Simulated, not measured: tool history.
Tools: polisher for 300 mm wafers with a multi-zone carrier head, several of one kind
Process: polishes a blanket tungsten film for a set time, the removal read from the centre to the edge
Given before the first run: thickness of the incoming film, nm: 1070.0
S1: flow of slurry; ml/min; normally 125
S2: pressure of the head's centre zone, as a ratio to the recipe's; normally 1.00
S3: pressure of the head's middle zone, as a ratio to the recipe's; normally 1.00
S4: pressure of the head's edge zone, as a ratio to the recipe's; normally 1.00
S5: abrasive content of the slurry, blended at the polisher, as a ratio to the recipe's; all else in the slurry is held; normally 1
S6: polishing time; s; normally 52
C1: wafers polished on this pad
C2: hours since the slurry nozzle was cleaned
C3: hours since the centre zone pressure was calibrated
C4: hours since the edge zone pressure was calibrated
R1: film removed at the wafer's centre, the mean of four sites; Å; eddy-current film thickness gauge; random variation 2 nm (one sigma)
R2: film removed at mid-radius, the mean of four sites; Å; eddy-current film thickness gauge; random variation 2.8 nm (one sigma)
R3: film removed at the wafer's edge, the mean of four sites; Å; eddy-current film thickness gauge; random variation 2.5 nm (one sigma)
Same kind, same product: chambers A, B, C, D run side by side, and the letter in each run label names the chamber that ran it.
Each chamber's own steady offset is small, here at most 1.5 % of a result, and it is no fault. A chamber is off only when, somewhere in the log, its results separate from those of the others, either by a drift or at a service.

run     day   S1    S2    S3    S4  S5  S6    C1     C2     C3      C4      R1      R2      R3
      0.279  -- chamber D: worn pad replaced by a new one
 1A   0.317  125  1.00  1.00  1.00   1  52   226  151.3  660.8   248.1  2009.2  2017.8  2004.4
      0.488  -- chamber C: worn pad replaced by a new one
 2C   0.667  125  1.00  1.00  1.00   1  52    60  322.3  526.7   379.6  2039.9  2022.7  2021.5
 3D   0.938  125  1.00  1.00  1.00   1  52   223  150.4   76.4   254.1  2026.2  1984.7  2030.1
 4B   1.417  125  1.00  1.00  1.00   1  52   831  406.9  281.8   876.4  2038.7  2082.9  2052.8
 5B   1.812  125  1.00  1.00  1.00   1  52   965  416.4  291.3   885.9  2035.7  2040.3  2047.3
 6A   2.054  125  0.92  1.00  1.00   1  52   813  193.0  702.5   289.8  1840.3  2024.5  1989.2
      2.492  -- chamber A: worn pad replaced by a new one
 7C   2.529  125  0.92  1.00  1.00   1  52   690  367.0  571.4   424.3  1879.1  2073.9  2013.7
      2.825  -- chamber C: centre zone pressure recalibrated
 8D   2.892  125  0.92  1.00  1.00   1  52   883  197.3  123.3   301.0  1866.2  2010.4  2059.6
 9B   3.129  125  0.92  1.00  1.00   1  52  1410  448.0  322.9   917.5  1862.3  2014.5  2085.9
      3.225  -- chamber D: worn pad replaced by a new one
      3.279  -- chamber D: slurry nozzle cleaned
10A   3.421  125  1.00  1.00  1.00   1  52   314  225.8  735.3   322.6  2004.4  2013.5  2062.7
      3.492  -- chamber B: worn pad replaced by a new one
      3.642  -- chamber A: edge zone pressure recalibrated
11D   3.917  125  1.00  1.00  1.00   1  52   235   15.3  147.9   325.6  2000.8  2005.5  2025.2
      4.183  -- chamber B: centre zone pressure recalibrated
      4.271  -- chamber C: worn pad replaced by a new one
12C   4.446  125  1.00  1.00  1.00   1  52    60  413.0   38.9   470.3  2029.0  2057.0  2043.1
      4.742  -- chamber A: worn pad replaced by a new one
13A   4.788  125  1.00  1.00  1.00   1  52    16  258.6  768.1    27.6  2001.9  1963.3  2029.4
14B   5.179  125  0.96  1.00  1.00   1  40   570  497.2   23.9   966.7  1633.6  1564.6  1571.0
15D   5.475  125  0.96  1.00  1.00   1  40   761   52.7  185.3   363.0  1483.0  1595.5  1549.6
16C   5.754  125  0.96  1.00  1.00   1  40   502  444.4   70.3   501.7  1504.7  1576.6  1551.4
17C   6.033  125  0.96  1.00  1.00   1  40   596  451.1   77.0   508.4  1484.8  1559.1  1551.8
18A   6.304  125  1.00  1.00  1.00   1  52   528  295.0  804.5    64.0  2023.9  2020.8  2030.3
      6.471  -- chamber D: worn pad replaced by a new one
19D   6.671  125  1.00  1.00  1.00   1  52    68   81.4  214.0   391.7  2022.8  2075.2  2065.1
20B   6.942  125  1.00  1.00  1.00   1  52  1165  539.5   66.2  1009.0  2212.3  2017.6  2041.4
      7.067  -- chamber A: worn pad replaced by a new one
      7.204  -- chamber B: worn pad replaced by a new one
21C   7.492  125  1.00  1.00  1.00   1  52  1089  486.1  112.0   543.4  2057.5  2032.7  2002.1
      7.738  -- chamber C: worn pad replaced by a new one
22B   7.750  125  1.00  1.00  1.00   1  52   184  558.9   85.6  1028.4  2204.8  2073.2  2040.8
23D   8.175  125  1.00  1.00  1.00   1  52   577  117.5  250.1   427.8  2016.4  2044.4  2020.9
24A   8.483  125  1.00  1.00  1.00   1  52   479  347.3  856.8   116.3  1987.6  2028.3  2020.2
      8.550  -- chamber C: edge zone pressure recalibrated
      8.662  -- chamber A: centre zone pressure recalibrated
25D   8.938  125  1.00  1.00  1.00   1  52   834  135.8  268.4   446.1  2049.7  2040.7  2036.6
26A   9.333  125  1.00  1.00  1.00   1  52   766  367.7   16.1   136.7  2031.3  1984.6  1978.4
      9.367  -- chamber D: worn pad replaced by a new one
      9.412  -- chamber A: worn pad replaced by a new one
27B   9.700  125  1.00  1.00  1.00   1  52   843  605.7  132.4  1075.2  2219.9  2026.0  2016.2
28C  10.208  125  1.00  1.00  1.00   1  52   834  551.3  177.2    39.9  2027.5  2070.8  2031.1
29C  10.704  125  1.00  0.89  0.93   1  52  1002  563.2  189.1    51.8  2026.5  1819.8  1937.5
     11.083  -- chamber C: worn pad replaced by a new one
30B  11.167  125  1.00  0.89  0.93   1  52  1338  640.9  167.6  1110.4  2200.5  1832.6  1960.1
     11.379  -- chamber B: slurry nozzle cleaned
31D  11.642  125  1.00  0.89  0.93   1  52   769  200.7  333.3   511.0  2019.5  1829.4  2005.9
     11.788  -- chamber B: worn pad replaced by a new one
32A  11.921  125  1.00  0.89  0.93   1  52   848  429.8   78.2   198.8  1985.3  1839.7  1908.5
33B  12.162  125  1.00  1.00  1.00   1  52   127   18.9  191.5  1134.3  2236.3  2027.0  2011.2
34C  12.533  125  1.00  1.00  1.00   1  52   490  607.1  233.0    95.7  2038.1  2005.4  2029.4

One chamber off, gauge drift, or nothing amiss beyond the chambers' own small offsets? If it is a chamber, which one, and what is the likeliest cause?

A service on chamber B put it out of line with the rest.
What lies behind it: centre zone's pressure above its setpoint, % = 7.88.

Here are 4 candidates for chamber B's next run, each the usual settings with a change, their results left as question marks. Which one brings its results back in line with what the others give on the usual settings?
In-line tolerance around the mean of the other chambers on the usual settings: R1 68.0 Å; R2 97.0 Å; R3 87.0 Å
35B-1  12.929  130  1.07  0.99  0.98   1  52                   ?   ?   ?
35B-2  12.929  125  0.98  1.00  1.01   1  52                   ?   ?   ?
35B-3  12.929  120  0.93  1.01  1.02   1  52                   ?   ?   ?
35B-4  12.929  125  1.02  1.00  0.99   1  52                   ?   ?   ?

Mean of the other chambers on the usual settings: R1 2012.5 Å; R2 2018.9 Å; R3 2019.5 Å
  run      R1      R2      R3
35B-1  2401.0  2038.1  2002.1
35B-2  2161.4  2040.2  2020.9
35B-3  2019.8  2040.2  2017.8
35B-4  2257.5  2039.7  2000.1
The right change is 35B-3: it brings the chamber back within the allowed miss of the others.

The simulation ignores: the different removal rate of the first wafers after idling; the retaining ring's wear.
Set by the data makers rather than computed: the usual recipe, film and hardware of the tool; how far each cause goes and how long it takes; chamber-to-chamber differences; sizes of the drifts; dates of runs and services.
